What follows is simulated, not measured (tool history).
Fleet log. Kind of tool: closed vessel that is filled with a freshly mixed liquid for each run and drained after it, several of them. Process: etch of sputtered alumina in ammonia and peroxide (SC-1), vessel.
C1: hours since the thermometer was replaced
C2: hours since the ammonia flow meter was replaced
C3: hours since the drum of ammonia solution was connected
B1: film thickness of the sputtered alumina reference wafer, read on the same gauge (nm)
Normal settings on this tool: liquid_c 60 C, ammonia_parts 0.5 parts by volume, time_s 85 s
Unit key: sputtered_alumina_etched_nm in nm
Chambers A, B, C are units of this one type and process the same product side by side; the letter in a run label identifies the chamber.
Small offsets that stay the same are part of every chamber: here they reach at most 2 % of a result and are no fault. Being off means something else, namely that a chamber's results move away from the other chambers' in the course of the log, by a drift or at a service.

{"run": "1A", "hour": 3.8, "liquid_c": 60, "ammonia_parts": 0.5, "time_s": 85, "C1": 1020.7, "C2": 402.2, "C3": 445.7, "B1": 39.996, "sputtered_alumina_etched_nm": 5.6393}
{"run": "2C", "hour": 6.9, "liquid_c": 60, "ammonia_parts": 0.5, "time_s": 85, "C1": 686.5, "C2": 264.4, "C3": 587.1, "B1": 39.98, "sputtered_alumina_etched_nm": 5.5533}
{"run": "3B", "hour": 11.2, "liquid_c": 60, "ammonia_parts": 0.5, "time_s": 85, "C1": 642.8, "C2": 151.6, "C3": 303.9, "B1": 39.978, "sputtered_alumina_etched_nm": 5.5488}
{"run": "4C", "hour": 15.6, "liquid_c": 60, "ammonia_parts": 0.5, "time_s": 85, "C1": 695.2, "C2": 273.1, "C3": 595.8, "B1": 39.998, "sputtered_alumina_etched_nm": 5.5683}
{"run": "5A", "hour": 19.2, "liquid_c": 60, "ammonia_parts": 0.5, "time_s": 85, "C1": 1036.1, "C2": 417.6, "C3": 461.1, "B1": 39.988, "sputtered_alumina_etched_nm": 5.6359}
{"run": "6B", "hour": 22.2, "liquid_c": 60, "ammonia_parts": 0.5, "time_s": 85, "C1": 653.8, "C2": 162.6, "C3": 314.9, "B1": 40.008, "sputtered_alumina_etched_nm": 5.5297}
{"hour": 23.6, "done": "chamber C: thermometer replaced"}
{"run": "7C", "hour": 25.1, "liquid_c": 60, "ammonia_parts": 0.5, "time_s": 85, "C1": 1.5, "C2": 282.6, "C3": 605.3, "B1": 39.99, "sputtered_alumina_etched_nm": 5.5546}
{"run": "8B", "hour": 29.3, "liquid_c": 60, "ammonia_parts": 0.5, "time_s": 85, "C1": 660.9, "C2": 169.7, "C3": 322, "B1": 40.017, "sputtered_alumina_etched_nm": 5.5144}
{"run": "9A", "hour": 32.4, "liquid_c": 60, "ammonia_parts": 0.5, "time_s": 105, "C1": 1049.3, "C2": 430.8, "C3": 474.3, "B1": 39.994, "sputtered_alumina_etched_nm": 6.9317}
{"run": "10B", "hour": 36.4, "liquid_c": 60, "ammonia_parts": 0.5, "time_s": 105, "C1": 668, "C2": 176.8, "C3": 329.1, "B1": 39.987, "sputtered_alumina_etched_nm": 6.7875}
{"run": "11C", "hour": 39.7, "liquid_c": 60, "ammonia_parts": 0.5, "time_s": 105, "C1": 16.1, "C2": 297.2, "C3": 619.9, "B1": 39.988, "sputtered_alumina_etched_nm": 6.792}
{"run": "12A", "hour": 42.6, "liquid_c": 60, "ammonia_parts": 0.5, "time_s": 85, "C1": 1059.5, "C2": 441, "C3": 484.5, "B1": 39.98, "sputtered_alumina_etched_nm": 5.6481}
{"run": "13A", "hour": 45.7, "liquid_c": 60, "ammonia_parts": 0.5, "time_s": 85, "C1": 1062.6, "C2": 444.1, "C3": 487.6, "B1": 39.99, "sputtered_alumina_etched_nm": 5.6341}
{"run": "14B", "hour": 49.5, "liquid_c": 60, "ammonia_parts": 0.5, "time_s": 85, "C1": 681.1, "C2": 189.9, "C3": 342.2, "B1": 40.028, "sputtered_alumina_etched_nm": 5.5091}
{"run": "15C", "hour": 53.7, "liquid_c": 60, "ammonia_parts": 0.5, "time_s": 85, "C1": 30.1, "C2": 311.2, "C3": 633.9, "B1": 39.999, "sputtered_alumina_etched_nm": 5.5598}
{"run": "16C", "hour": 57.7, "liquid_c": 60, "ammonia_parts": 0.5, "time_s": 85, "C1": 34.1, "C2": 315.2, "C3": 637.9, "B1": 39.994, "sputtered_alumina_etched_nm": 5.5349}
{"run": "17B", "hour": 62.5, "liquid_c": 60, "ammonia_parts": 0.5, "time_s": 85, "C1": 694.1, "C2": 202.9, "C3": 355.2, "B1": 40, "sputtered_alumina_etched_nm": 5.4194}
{"hour": 65.2, "done": "chamber B: new drum of ammonia solution connected"}
{"run": "18A", "hour": 65.8, "liquid_c": 60, "ammonia_parts": 0.5, "time_s": 85, "C1": 1082.7, "C2": 464.2, "C3": 507.7, "B1": 40.006, "sputtered_alumina_etched_nm": 5.658}
{"run": "19A", "hour": 70.5, "liquid_c": 60, "ammonia_parts": 0.5, "time_s": 85, "C1": 1087.4, "C2": 468.9, "C3": 512.4, "B1": 40.001, "sputtered_alumina_etched_nm": 5.6184}
{"run": "20B", "hour": 72.7, "liquid_c": 60, "ammonia_parts": 0.5, "time_s": 85, "C1": 704.3, "C2": 213.1, "C3": 7.6, "B1": 40.005, "sputtered_alumina_etched_nm": 5.3749}
{"run": "21C", "hour": 75.0, "liquid_c": 60, "ammonia_parts": 0.5, "time_s": 85, "C1": 51.4, "C2": 332.5, "C3": 655.2, "B1": 39.987, "sputtered_alumina_etched_nm": 5.5501}
{"run": "22B", "hour": 78.1, "liquid_c": 60, "ammonia_parts": 0.5, "time_s": 85, "C1": 709.7, "C2": 218.5, "C3": 13, "B1": 39.99, "sputtered_alumina_etched_nm": 5.3133}
{"run": "23C", "hour": 80.4, "liquid_c": 60, "ammonia_parts": 0.5, "time_s": 85, "C1": 56.8, "C2": 337.9, "C3": 660.6, "B1": 39.982, "sputtered_alumina_etched_nm": 5.5485}
{"run": "24A", "hour": 84.5, "liquid_c": 60, "ammonia_parts": 0.5, "time_s": 85, "C1": 1101.4, "C2": 482.9, "C3": 526.4, "B1": 40.016, "sputtered_alumina_etched_nm": 5.6807}
{"run": "25C", "hour": 87.7, "liquid_c": 60, "ammonia_parts": 0.5, "time_s": 85, "C1": 64.1, "C2": 345.2, "C3": 667.9, "B1": 39.996, "sputtered_alumina_etched_nm": 5.5678}
{"run": "26A", "hour": 90.1, "liquid_c": 65.5, "ammonia_parts": 0.3, "time_s": 85, "C1": 1107, "C2": 488.5, "C3": 532, "B1": 40.025, "sputtered_alumina_etched_nm": 7.0617}
{"run": "27B", "hour": 93.8, "liquid_c": 65.5, "ammonia_parts": 0.3, "time_s": 85, "C1": 725.4, "C2": 234.2, "C3": 28.7, "B1": 40.002, "sputtered_alumina_etched_nm": 6.7098}
{"run": "28C", "hour": 97.9, "liquid_c": 65.5, "ammonia_parts": 0.3, "time_s": 85, "C1": 74.3, "C2": 355.4, "C3": 678.1, "B1": 40.003, "sputtered_alumina_etched_nm": 7.0491}
{"run": "29A", "hour": 101.7, "liquid_c": 60, "ammonia_parts": 0.5, "time_s": 85, "C1": 1118.6, "C2": 500.1, "C3": 543.6, "B1": 40.008, "sputtered_alumina_etched_nm": 5.7354}
{"run": "30B", "hour": 105.7, "liquid_c": 60, "ammonia_parts": 0.5, "time_s": 85, "C1": 737.3, "C2": 246.1, "C3": 40.6, "B1": 39.982, "sputtered_alumina_etched_nm": 5.2772}
{"run": "31B", "hour": 109.8, "liquid_c": 60, "ammonia_parts": 0.5, "time_s": 85, "C1": 741.4, "C2": 250.2, "C3": 44.7, "B1": 40.011, "sputtered_alumina_etched_nm": 5.2322}
{"run": "32A", "hour": 114.3, "liquid_c": 60, "ammonia_parts": 0.5, "time_s": 105, "C1": 1131.2, "C2": 512.7, "C3": 556.2, "B1": 39.998, "sputtered_alumina_etched_nm": 7.0099}
{"run": "33C", "hour": 118.4, "liquid_c": 60, "ammonia_parts": 0.5, "time_s": 105, "C1": 94.8, "C2": 375.9, "C3": 698.6, "B1": 40.005, "sputtered_alumina_etched_nm": 6.8269}
{"run": "34C", "hour": 122.5, "liquid_c": 60, "ammonia_parts": 0.5, "time_s": 105, "C1": 98.9, "C2": 380, "C3": 702.7, "B1": 40.015, "sputtered_alumina_etched_nm": 6.8432}
{"run": "35B", "hour": 125.4, "liquid_c": 60, "ammonia_parts": 0.7, "time_s": 35, "C1": 757, "C2": 265.8, "C3": 60.3, "B1": 40.015, "sputtered_alumina_etched_nm": 2.195}
{"run": "36A", "hour": 130.3, "liquid_c": 60, "ammonia_parts": 0.7, "time_s": 35, "C1": 1147.2, "C2": 528.7, "C3": 572.2, "B1": 39.998, "sputtered_alumina_etched_nm": 2.4014}

Next, all 3 chambers run the settings below, one line each with question marks for the results. What does each chamber give?
{"run": "37A", "hour": 133.9, "liquid_c": 60, "ammonia_parts": 0.5, "time_s": 85, "sputtered_alumina_etched_nm": "?"}
{"run": "37B", "hour": 133.9, "liquid_c": 60, "ammonia_parts": 0.5, "time_s": 85, "sputtered_alumina_etched_nm": "?"}
{"run": "37C", "hour": 133.9, "liquid_c": 60, "ammonia_parts": 0.5, "time_s": 85, "sputtered_alumina_etched_nm": "?"}

run=37A sputtered_alumina_etched_nm=5.6325
run=37B sputtered_alumina_etched_nm=5.1677
run=37C sputtered_alumina_etched_nm=5.5698
